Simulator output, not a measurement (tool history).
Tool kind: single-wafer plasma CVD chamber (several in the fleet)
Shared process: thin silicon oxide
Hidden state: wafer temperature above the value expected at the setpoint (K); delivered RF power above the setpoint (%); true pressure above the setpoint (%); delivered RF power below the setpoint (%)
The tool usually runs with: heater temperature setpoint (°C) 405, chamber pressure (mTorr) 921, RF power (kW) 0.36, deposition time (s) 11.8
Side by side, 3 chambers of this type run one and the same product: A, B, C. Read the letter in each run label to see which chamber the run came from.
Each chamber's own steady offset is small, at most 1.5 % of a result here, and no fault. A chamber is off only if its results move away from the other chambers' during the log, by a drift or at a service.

run	hour	heater temperature setpoint (°C)	chamber pressure (mTorr)	RF power (kW)	deposition time (s)	hours since the last thermocouple change	hours since the last RF generator calibration	hours since the last manometer calibration	read-back reference wafer on the same gauge, thickness_nm	mean film thickness on the monitor wafer (angstrom)
1A	9.5	405	921	0.36	11.8	731.9	1907.4	1488.7	21.297	261.78
2C	16	405	921	0.36	11.8	2180.2	698.7	1921.4	21.288	262.62
3B	22.6	405	921	0.36	11.8	40.8	299.9	1063.6	21.296	264.84
4B	28.5	405	921	0.36	11.8	46.7	305.8	1069.5	21.269	264.69
5C	34.1	405	921	0.36	11.8	2198.3	716.8	1939.5	21.283	263.51
6A	39.3	405	921	0.36	11.8	761.7	1937.2	1518.5	21.272	261.5
7C	47.8	405	921	0.36	11.8	2212	730.5	1953.2	21.259	262.23
8A	56.8	405	921	0.36	11.8	779.2	1954.7	1536	21.261	261.94
9B	65.3	405	921	0.36	11.8	83.5	342.6	1106.3	21.272	264.45
10C	71.8	405	1082	0.315	11.8	2236	754.5	1977.2	21.254	279.76
11A	77.6	405	1082	0.315	11.8	800	1975.5	1556.8	21.252	279.14
12B	84.4	405	1082	0.315	11.8	102.6	361.7	1125.4	21.249	280.84
13B	92.7	405	921	0.36	11.8	110.9	370	1133.7	21.238	263.34
14A	101.9	405	748	0.36	11.8	824.3	1999.8	1581.1	21.239	217.18
15C	112.8	405	748	0.36	11.8	2277	795.5	2018.2	21.225	216.77
# hour 119.2: chamber B: capacitance manometer re-zeroed and calibrated
16A	119.4	405	748	0.36	11.8	841.8	2017.3	1598.6	21.225	216.45
17B	130.3	405	921	0.36	11.8	148.5	407.6	11.1	21.212	264.13
18C	139.9	405	921	0.36	11.8	2304.1	822.6	2045.3	21.208	261.48
# hour 140.2: chamber A: RF generator calibrated
19A	149	405	921	0.36	11.8	871.4	8.8	1628.2	21.205	260.47
20C	155.8	405	921	0.36	11.8	2320	838.5	2061.2	21.199	261.77
21B	161.3	405	921	0.36	11.8	179.5	438.6	42.1	21.19	263.45
22B	167	405	921	0.36	11.8	185.2	444.3	47.8	21.193	263.64
23C	173	405	921	0.36	11.8	2337.2	855.7	2078.4	21.186	261.22
24A	181.9	405	921	0.36	11.8	904.3	41.7	1661.1	21.181	260.71
25A	189.5	405	921	0.36	11.8	911.9	49.3	1668.7	21.165	260.04
26B	195.4	405	921	0.36	11.8	213.6	472.7	76.2	21.164	263.3
27C	203	405	921	0.36	11.8	2367.2	885.7	2108.4	21.168	261.35
28A	212	405	921	0.36	11.8	934.4	71.8	1691.2	21.157	260.89
29B	218.9	405	921	0.36	11.8	237.1	496.2	99.7	21.159	263.48

Has any chamber moved away from the others, gradually or after a service, or does the common gauge drift, or do the chambers differ only by their own small steady offsets? State the chamber and the most likely cause if one applies.

None of the chambers is off. What moves is the gauge, dragging all their readings along together.
What lies behind it: gauge reads low (%) = 0.704.
